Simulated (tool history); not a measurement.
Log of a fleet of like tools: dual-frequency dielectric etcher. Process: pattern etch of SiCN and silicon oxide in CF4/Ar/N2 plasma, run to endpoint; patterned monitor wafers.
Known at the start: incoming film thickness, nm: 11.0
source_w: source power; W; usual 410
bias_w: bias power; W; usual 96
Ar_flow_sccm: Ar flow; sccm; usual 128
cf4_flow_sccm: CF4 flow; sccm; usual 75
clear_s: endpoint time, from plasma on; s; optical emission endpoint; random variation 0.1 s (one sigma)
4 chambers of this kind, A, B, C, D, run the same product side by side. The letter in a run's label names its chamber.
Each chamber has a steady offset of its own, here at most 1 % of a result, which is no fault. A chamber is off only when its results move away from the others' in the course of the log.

run   hour  source_w  bias_w  Ar_flow_sccm  cf4_flow_sccm  clear_s
 1C    6.3       410      96           128             75   12.937
 2A   12.4       410      96           128             75   13.062
 3B   20.0       410      96           128             75   12.699
 4D   31.7       410      96           128             75   12.988
 5C   38.4       410      96           128             75   12.782
 6B   48.2       410      96           128             75   13.001
 7D   58.6       410      96           128             75   12.694
      61.6  -- chamber C: wet clean of the chamber
 8A   64.7       410      96           128             75   12.986
 9C   70.6       410     106           141             75   12.517
10A   78.2       410     106           141             75   12.758
11D   86.1       410     106           141             75   12.634
12B   92.1       410     106           141             75   12.679
13A  100.1       510      96           118             75   10.577
14C  111.5       510      96           118             75   10.543
15D  119.5       510      96           118             75   10.442
16B  130.0       510      96           118             75   10.541
     131.8  -- chamber B: wet clean of the chamber
17B  139.6       410      96           128             75   12.746
18C  149.6       410      96           158             75   13.314
19D  156.6       410      96           158             75   13.190
20A  167.6       410      96           158             75   13.547
21A  173.1       410      96           158             75   13.383
22C  178.7       410      96           128             75   12.990
     182.9  -- chamber C: bias power generator calibrated
23D  185.7       410      96           128             75   13.010
24B  191.5       410      96           128             75   12.906
25B  202.4       410      96           128             75   12.942
26A  207.5       410      96           128             75   13.071
27D  217.2       410      96           128             75   12.750
28C  224.1       410      96           128             75   12.899
29C  235.4       410      96           128             75   12.890
30A  243.3       410      96           128             75   12.988
31B  248.7       410      96           128             75   12.837
32D  256.8       410      96           128             75   12.798
33D  266.4       410      96           128             75   12.902
34C  275.0       410      96           128             75   13.115
     280.2  -- chamber A: wet clean of the chamber
35B  286.3       410      96           128             75   12.963
36A  295.4       410      96           128             75   12.899
37D  300.5       350      96           112             75   14.321
38B  305.8       350      96           112             75   14.465
39A  312.0       350      96           112             75   14.684
40C  318.4       350      96           112             75   14.496
41C  325.1       410      96           128             75   12.834
42B  331.8       410      96           128             75   12.719
43D  340.6       410      96           128             75   12.854
44A  349.6       410      96           128             75   13.033

Is one chamber off against the others, does the gauge drift, or is nothing wrong? If a chamber is off, say which, and what the likeliest cause is.

No chamber stands off beyond its own small offset, and the gauge holds steady.
